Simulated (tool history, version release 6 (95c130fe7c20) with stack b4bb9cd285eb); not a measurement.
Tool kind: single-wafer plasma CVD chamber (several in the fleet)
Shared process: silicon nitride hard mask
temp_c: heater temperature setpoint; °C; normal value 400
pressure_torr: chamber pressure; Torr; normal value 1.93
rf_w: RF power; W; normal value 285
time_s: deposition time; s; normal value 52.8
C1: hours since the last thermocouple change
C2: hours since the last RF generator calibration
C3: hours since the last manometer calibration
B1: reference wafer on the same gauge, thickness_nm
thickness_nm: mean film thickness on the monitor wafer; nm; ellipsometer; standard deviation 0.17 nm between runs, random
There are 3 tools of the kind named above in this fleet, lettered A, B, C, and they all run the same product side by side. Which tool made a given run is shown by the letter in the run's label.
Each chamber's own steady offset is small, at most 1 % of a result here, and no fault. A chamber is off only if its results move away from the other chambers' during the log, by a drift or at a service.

run 1C hour=4.6 | temp_c=400 pressure_torr=1.93 rf_w=285 time_s=52.8 | C1=3311.5 C2=168.2 C3=1556.4 | B1=55.111 | thickness_nm=61.832
run 2B hour=14.5 | temp_c=400 pressure_torr=1.93 rf_w=285 time_s=52.8 | C1=561.0 C2=725.7 C3=2219.8 | B1=55.120 | thickness_nm=61.333
run 3A hour=23.9 | temp_c=400 pressure_torr=1.93 rf_w=285 time_s=52.8 | C1=1850.0 C2=2266.0 C3=375.2 | B1=55.104 | thickness_nm=61.949
run 4C hour=31.0 | temp_c=400 pressure_torr=1.93 rf_w=285 time_s=52.8 | C1=3337.9 C2=194.6 C3=1582.8 | B1=55.161 | thickness_nm=62.089
-- hour=36.0 chamber A: RF generator calibrated
run 5B hour=36.2 | temp_c=400 pressure_torr=1.93 rf_w=285 time_s=52.8 | C1=582.7 C2=747.4 C3=2241.5 | B1=55.135 | thickness_nm=61.472
run 6A hour=41.5 | temp_c=400 pressure_torr=1.93 rf_w=285 time_s=52.8 | C1=1867.6 C2=5.5 C3=392.8 | B1=55.098 | thickness_nm=62.050
run 7C hour=48.0 | temp_c=400 pressure_torr=1.93 rf_w=285 time_s=52.8 | C1=3354.9 C2=211.6 C3=1599.8 | B1=55.135 | thickness_nm=61.780
run 8B hour=53.7 | temp_c=400 pressure_torr=1.93 rf_w=285 time_s=52.8 | C1=600.2 C2=764.9 C3=2259.0 | B1=55.098 | thickness_nm=61.656
-- hour=62.6 chamber C: thermocouple changed; heater temperature recalibrated
run 9A hour=63.1 | temp_c=400 pressure_torr=1.93 rf_w=285 time_s=58.3 | C1=1889.2 C2=27.1 C3=414.4 | B1=55.108 | thickness_nm=68.118
run 10A hour=68.2 | temp_c=400 pressure_torr=1.93 rf_w=285 time_s=58.3 | C1=1894.3 C2=32.2 C3=419.5 | B1=55.125 | thickness_nm=68.354
run 11C hour=75.9 | temp_c=400 pressure_torr=1.93 rf_w=285 time_s=58.3 | C1=13.3 C2=239.5 C3=1627.7 | B1=55.121 | thickness_nm=68.286
run 12B hour=81.9 | temp_c=400 pressure_torr=1.93 rf_w=285 time_s=52.8 | C1=628.4 C2=793.1 C3=2287.2 | B1=55.126 | thickness_nm=61.698
run 13B hour=91.0 | temp_c=400 pressure_torr=1.93 rf_w=285 time_s=52.8 | C1=637.5 C2=802.2 C3=2296.3 | B1=55.101 | thickness_nm=61.239
run 14C hour=95.9 | temp_c=400 pressure_torr=1.93 rf_w=285 time_s=52.8 | C1=33.3 C2=259.5 C3=1647.7 | B1=55.145 | thickness_nm=62.161
run 15A hour=101.6 | temp_c=400 pressure_torr=1.93 rf_w=285 time_s=52.8 | C1=1927.7 C2=65.6 C3=452.9 | B1=55.129 | thickness_nm=61.825
run 16B hour=108.1 | temp_c=400 pressure_torr=1.93 rf_w=285 time_s=52.8 | C1=654.6 C2=819.3 C3=2313.4 | B1=55.101 | thickness_nm=61.609
run 17C hour=116.3 | temp_c=400 pressure_torr=1.78 rf_w=285 time_s=52.8 | C1=53.7 C2=279.9 C3=1668.1 | B1=55.114 | thickness_nm=60.729
run 18A hour=123.0 | temp_c=400 pressure_torr=1.78 rf_w=285 time_s=52.8 | C1=1949.1 C2=87.0 C3=474.3 | B1=55.121 | thickness_nm=60.588
run 19C hour=130.4 | temp_c=400 pressure_torr=1.78 rf_w=285 time_s=52.8 | C1=67.8 C2=294.0 C3=1682.2 | B1=55.103 | thickness_nm=60.504
run 20A hour=136.1 | temp_c=400 pressure_torr=1.93 rf_w=285 time_s=52.8 | C1=1962.2 C2=100.1 C3=487.4 | B1=55.087 | thickness_nm=62.114
run 21B hour=143.0 | temp_c=400 pressure_torr=1.93 rf_w=285 time_s=52.8 | C1=689.5 C2=854.2 C3=2348.3 | B1=55.096 | thickness_nm=61.790

Each of the 3 chambers runs these same settings next. Fill in every chamber's results:
run 22A hour=150.3 | temp_c=390 pressure_torr=1.93 rf_w=285 time_s=52.8 | thickness_nm=?
run 22B hour=150.3 | temp_c=390 pressure_torr=1.93 rf_w=285 time_s=52.8 | thickness_nm=?
run 22C hour=150.3 | temp_c=390 pressure_torr=1.93 rf_w=285 time_s=52.8 | thickness_nm=?

run=22A thickness_nm=62.275
run=22B thickness_nm=61.895
run=22C thickness_nm=62.105

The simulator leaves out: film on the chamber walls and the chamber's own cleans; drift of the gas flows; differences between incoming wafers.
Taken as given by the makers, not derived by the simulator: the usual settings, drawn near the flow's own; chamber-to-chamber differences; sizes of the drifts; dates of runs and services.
